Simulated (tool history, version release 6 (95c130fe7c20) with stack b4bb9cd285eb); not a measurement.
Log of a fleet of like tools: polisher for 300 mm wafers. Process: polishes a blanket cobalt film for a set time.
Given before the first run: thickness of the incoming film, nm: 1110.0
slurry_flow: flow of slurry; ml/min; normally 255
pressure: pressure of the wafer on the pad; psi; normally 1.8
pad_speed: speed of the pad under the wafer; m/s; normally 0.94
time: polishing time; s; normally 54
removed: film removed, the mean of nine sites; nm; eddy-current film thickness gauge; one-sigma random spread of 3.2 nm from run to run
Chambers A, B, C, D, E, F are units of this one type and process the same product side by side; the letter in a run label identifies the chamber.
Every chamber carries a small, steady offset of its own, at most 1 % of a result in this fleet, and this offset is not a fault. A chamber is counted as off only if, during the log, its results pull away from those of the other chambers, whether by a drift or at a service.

run,hour,slurry_flow,pressure,pad_speed,time,removed
# hour 1.1: chamber D: worn pad replaced by a new one
# hour 1.2: chamber F: worn pad replaced by a new one
# hour 6.7: chamber E: worn pad replaced by a new one
1F,9.3,255,1.8,0.94,54,213.91
# hour 11.9: chamber A: worn pad replaced by a new one
2B,15.9,255,1.8,0.94,54,222.76
3E,23.4,255,1.8,0.94,54,211.43
4D,29.2,255,1.8,0.94,54,212.72
5C,35.9,255,1.8,0.94,54,212.85
6A,41.2,255,1.8,0.94,54,216.84
7B,46.9,255,1.8,1.18,47,238.17
8F,54.2,255,1.8,1.18,47,237.97
9E,58.3,255,1.8,1.18,47,238.08
10A,66.8,255,1.8,1.18,47,231.32
11C,75.9,255,1.8,1.18,47,244.15
# hour 78.4: chamber D: worn pad replaced by a new one
12D,81,255,1.8,1.18,47,232.69
# hour 84.9: chamber A: worn pad replaced by a new one
13D,89.5,255,1.8,0.94,54,216.41
# hour 89.7: chamber B: worn pad replaced by a new one
14A,97.3,255,1.8,0.94,54,219.2
# hour 100.9: chamber F: worn pad replaced by a new one
15E,106.2,255,1.8,0.94,54,216.7
# hour 106.6: chamber E: worn pad replaced by a new one
16F,110.9,255,1.8,0.94,54,220.95
17B,115.5,255,1.8,0.94,54,217.54
18C,121.5,255,1.8,0.94,36,140.76
19D,129.7,255,1.8,0.94,36,140.85
20B,138.1,255,1.8,0.94,36,146.74
21E,146.6,255,1.8,0.94,36,146.59
22A,150.9,255,1.8,0.94,36,142.12
# hour 151.6: chamber D: worn pad replaced by a new one
# hour 153.7: chamber A: worn pad replaced by a new one
23F,156.1,255,1.8,0.94,36,141.26
24C,160.7,255,1.8,0.94,54,209.68
25D,166.4,255,1.8,0.94,54,212.51
26E,175,255,1.8,0.94,54,217.99
# hour 177.1: chamber B: worn pad replaced by a new one
27F,179.8,255,1.8,0.94,54,213.65
28A,188.5,255,1.8,0.94,54,216.22
# hour 191.5: chamber E: worn pad replaced by a new one
29B,197.9,255,1.8,0.94,54,217.42
# hour 205.1: chamber F: worn pad replaced by a new one
30C,205.4,255,1.8,0.94,54,204.38
# hour 210.2: chamber F: head pressure recalibrated
31C,213.6,255,1.8,0.94,54,209.38
32B,222.5,255,1.8,0.94,54,219.88
33D,227.5,255,2.4,0.94,69,368.91
# hour 227.6: chamber D: worn pad replaced by a new one
# hour 229.2: chamber A: worn pad replaced by a new one
# hour 234.3: chamber B: slurry nozzle cleaned
34E,235.7,255,2.4,0.94,69,380.42
35F,244.4,255,2.4,0.94,69,374.82
# hour 252.7: chamber C: slurry nozzle cleaned
36A,252.8,255,2.4,0.94,69,373.45
37E,260.3,255,2.4,0.94,69,384.93
38C,268.8,255,2.4,0.94,69,332.63
39F,273.2,255,1.2,0.94,48,128.09
# hour 277.4: chamber A: slurry nozzle cleaned
40A,282.2,255,1.2,0.94,48,126.59
# hour 285.2: chamber B: worn pad replaced by a new one
41B,286.9,255,1.2,0.94,48,126.63
42D,296.2,255,1.2,0.94,48,127
43F,300.4,255,1.2,0.94,48,122.4
44C,307.3,255,1.2,0.94,48,112.13

All 6 chambers run these settings next. Forecast each chamber's results:
45A,314,255,1.8,0.94,70,?
45B,314,255,1.8,0.94,70,?
45C,314,255,1.8,0.94,70,?
45D,314,255,1.8,0.94,70,?
45E,314,255,1.8,0.94,70,?
45F,314,255,1.8,0.94,70,?

run,removed
45A,269
45B,286.79
45C,249.14
45D,278.51
45E,280.31
45F,281.96
